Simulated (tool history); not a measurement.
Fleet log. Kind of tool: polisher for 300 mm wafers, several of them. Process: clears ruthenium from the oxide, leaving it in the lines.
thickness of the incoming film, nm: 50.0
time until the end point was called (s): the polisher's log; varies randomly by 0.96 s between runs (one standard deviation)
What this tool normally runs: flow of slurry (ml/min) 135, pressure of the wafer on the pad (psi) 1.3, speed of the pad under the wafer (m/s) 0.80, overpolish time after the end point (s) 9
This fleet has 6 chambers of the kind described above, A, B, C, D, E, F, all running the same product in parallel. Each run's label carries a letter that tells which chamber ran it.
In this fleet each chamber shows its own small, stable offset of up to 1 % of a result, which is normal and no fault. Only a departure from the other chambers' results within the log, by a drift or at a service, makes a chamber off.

| run | day | flow of slurry (ml/min) | pressure of the wafer on the pad (psi) | speed of the pad under the wafer (m/s) | overpolish time after the end point (s) | time until the end point was called (s) |
|---|---|---|---|---|---|---|
| 1B | 0.308 | 135 | 1.3 | 0.80 | 9 | 102.090 |
| 2A | 0.533 | 135 | 1.3 | 0.80 | 9 | 102.260 |
| 3F | 0.808 | 135 | 1.3 | 0.80 | 9 | 102.010 |
|  | 1.054 | chamber D: worn pad replaced by a new one |
| 4E | 1.092 | 135 | 1.3 | 0.80 | 9 | 103.200 |
| 5D | 1.246 | 135 | 1.3 | 0.80 | 9 | 101.540 |
|  | 1.329 | chamber B: worn pad replaced by a new one |
|  | 1.371 | chamber C: worn pad replaced by a new one |
| 6C | 1.438 | 135 | 1.3 | 0.80 | 9 | 100.200 |
| 7F | 1.712 | 95 | 1.3 | 0.80 | 9 | 110.390 |
| 8E | 1.983 | 95 | 1.3 | 0.80 | 9 | 109.710 |
| 9C | 2.179 | 95 | 1.3 | 0.80 | 9 | 108.320 |
| 10B | 2.383 | 95 | 1.3 | 0.80 | 9 | 106.890 |
| 11A | 2.554 | 95 | 1.3 | 0.80 | 9 | 110.250 |
| 12D | 2.796 | 95 | 1.3 | 0.80 | 9 | 110.780 |
|  | 2.900 | chamber F: worn pad replaced by a new one |
| 13B | 3.075 | 135 | 1.3 | 0.80 | 9 | 102.610 |
| 14F | 3.250 | 135 | 1.3 | 0.80 | 9 | 101.810 |
| 15D | 3.454 | 135 | 1.3 | 0.80 | 9 | 102.190 |
|  | 3.588 | chamber E: worn pad replaced by a new one |
| 16A | 3.712 | 135 | 1.3 | 0.80 | 9 | 104.050 |
| 17C | 3.925 | 135 | 1.1 | 0.80 | 6 | 121.220 |
| 18E | 4.200 | 135 | 1.1 | 0.80 | 6 | 120.270 |
| 19E | 4.458 | 135 | 1.1 | 0.80 | 6 | 119.660 |
| 20F | 4.671 | 135 | 1.1 | 0.80 | 6 | 120.780 |
|  | 4.838 | chamber A: worn pad replaced by a new one |
| 21A | 4.958 | 135 | 1.1 | 0.80 | 6 | 123.500 |
| 22D | 5.225 | 135 | 1.1 | 0.80 | 6 | 118.360 |
| 23C | 5.458 | 135 | 1.3 | 0.80 | 9 | 102.530 |
| 24B | 5.662 | 135 | 1.3 | 0.80 | 9 | 102.010 |
| 25E | 5.812 | 135 | 1.3 | 0.80 | 9 | 104.580 |
|  | 6.029 | chamber B: worn pad replaced by a new one |
| 26C | 6.079 | 135 | 1.3 | 0.80 | 9 | 102.250 |
| 27A | 6.221 | 135 | 1.3 | 0.80 | 9 | 106.670 |
|  | 6.283 | chamber D: slurry nozzle cleaned |
| 28F | 6.475 | 115 | 1.1 | 0.80 | 9 | 123.970 |
|  | 6.558 | chamber F: slurry nozzle cleaned |
| 29D | 6.629 | 115 | 1.1 | 0.80 | 9 | 124.760 |
|  | 6.692 | chamber C: worn pad replaced by a new one |
| 30B | 6.767 | 115 | 1.1 | 0.80 | 9 | 123.280 |
| 31A | 6.925 | 115 | 1.1 | 0.80 | 9 | 133.480 |
|  | 6.983 | chamber D: worn pad replaced by a new one |
| 32C | 7.133 | 115 | 1.1 | 0.80 | 9 | 124.260 |
|  | 7.296 | chamber E: slurry nozzle cleaned |
| 33F | 7.321 | 115 | 1.1 | 0.80 | 9 | 124.250 |
| 34D | 7.471 | 135 | 1.3 | 0.80 | 9 | 102.770 |
|  | 7.550 | chamber E: worn pad replaced by a new one |
| 35E | 7.783 | 135 | 1.3 | 0.80 | 9 | 102.560 |
| 36B | 7.988 | 120 | 1.3 | 0.96 | 9 | 87.038 |
| 37E | 8.200 | 120 | 1.3 | 0.96 | 9 | 88.164 |
| 38B | 8.488 | 120 | 1.3 | 0.96 | 9 | 85.736 |
| 39C | 8.671 | 120 | 1.3 | 0.96 | 9 | 86.188 |

Next, all 6 chambers run the settings below, one line each with question marks for the results. What does each chamber give?
| 40A | 8.892 | 135 | 1.3 | 0.80 | 5 | ? |
| 40B | 8.892 | 135 | 1.3 | 0.80 | 5 | ? |
| 40C | 8.892 | 135 | 1.3 | 0.80 | 5 | ? |
| 40D | 8.892 | 135 | 1.3 | 0.80 | 5 | ? |
| 40E | 8.892 | 135 | 1.3 | 0.80 | 5 | ? |
| 40F | 8.892 | 135 | 1.3 | 0.80 | 5 | ? |

| run | time until the end point was called (s) |
|---|---|
| 40A | 112.790 |
| 40B | 103.330 |
| 40C | 100.580 |
| 40D | 101.180 |
| 40E | 103.060 |
| 40F | 101.230 |
